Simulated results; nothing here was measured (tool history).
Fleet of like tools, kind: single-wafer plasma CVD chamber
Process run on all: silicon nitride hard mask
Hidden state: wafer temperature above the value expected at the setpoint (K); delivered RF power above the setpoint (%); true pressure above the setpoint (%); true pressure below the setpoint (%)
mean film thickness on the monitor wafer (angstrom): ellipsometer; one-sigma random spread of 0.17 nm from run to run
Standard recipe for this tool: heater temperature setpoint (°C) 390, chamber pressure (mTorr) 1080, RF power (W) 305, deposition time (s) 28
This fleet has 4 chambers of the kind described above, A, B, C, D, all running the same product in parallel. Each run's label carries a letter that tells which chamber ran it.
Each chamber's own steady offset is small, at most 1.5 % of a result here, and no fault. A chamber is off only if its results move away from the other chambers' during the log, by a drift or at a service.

run	hour	heater temperature setpoint (°C)	chamber pressure (mTorr)	RF power (W)	deposition time (s)	hours since the last thermocouple change	hours since the last RF generator calibration	hours since the last manometer calibration	read-back reference wafer on the same gauge, thickness_nm	mean film thickness on the monitor wafer (angstrom)
# hour 5.5: chamber C: thermocouple changed; heater temperature recalibrated
1B	7	390	1080	305	28	1470.4	203	488.8	31.907	287.45
2C	19.1	390	1080	305	28	13.7	1578.9	74.1	31.899	286.59
# hour 25.6: chamber A: thermocouple changed; heater temperature recalibrated
3A	30.4	390	1080	305	28	4.9	487.8	492.2	31.866	286.05
4D	39	390	1080	305	28	250.8	404	901.9	31.89	293.06
5C	51.6	390	1080	305	28	46.2	1611.4	106.6	31.893	289.73
6B	59.5	390	1080	305	28	1522.9	255.5	541.3	31.913	289.27
7D	69.5	390	1080	305	28	281.3	434.5	932.4	31.876	293.41
8A	80.2	390	1080	305	28	54.7	537.6	542	31.911	290.33
9B	87.7	390	1080	305	28	1551.1	283.7	569.5	31.937	289.24
10A	96.9	390	1080	305	28	71.4	554.3	558.7	31.921	287.64
11C	102.9	399	1080	305	30.6	97.5	1662.7	157.9	31.86	314.66
12D	113.4	399	1080	305	30.6	325.2	478.4	976.3	31.937	316.51
13C	123.9	399	1080	305	30.6	118.5	1683.7	178.9	31.872	310.16
14D	130.5	399	1080	305	30.6	342.3	495.5	993.4	31.902	316.15
# hour 139.4: chamber C: RF generator calibrated
15B	141.9	379	1260	305	28	1605.3	337.9	623.7	31.876	305.86
16A	149.6	379	1260	305	28	124.1	607	611.4	31.869	306
17D	160.5	379	1260	305	28	372.3	525.5	1023.4	31.903	306.49
18B	167.3	379	1260	305	28	1630.7	363.3	649.1	31.924	302.84
19C	176.4	390	1080	305	28	171	37.1	231.4	31.912	290.27
20A	186.6	390	1080	305	28	161.1	644	648.4	31.899	292.32
21D	195	390	1080	305	28	406.8	560	1057.9	31.864	290.37
22C	201.3	390	1080	305	28	195.9	62	256.3	31.943	291.24
23A	209.8	390	1080	305	28	184.3	667.2	671.6	31.907	291.68
24B	217.4	390	1080	305	28	1680.8	413.4	699.2	31.924	290.92
25C	223.5	390	1080	305	28	218.1	84.2	278.5	31.912	288.22

Decide between three cases: one chamber stands off from its peers, the gauge reading all wafers drifts, or nothing is wrong past each chamber's small offset. Where a chamber is off, say which and what most likely put it there.

The fleet is healthy, with each chamber sitting at its usual small offset and no drift in the gauge.
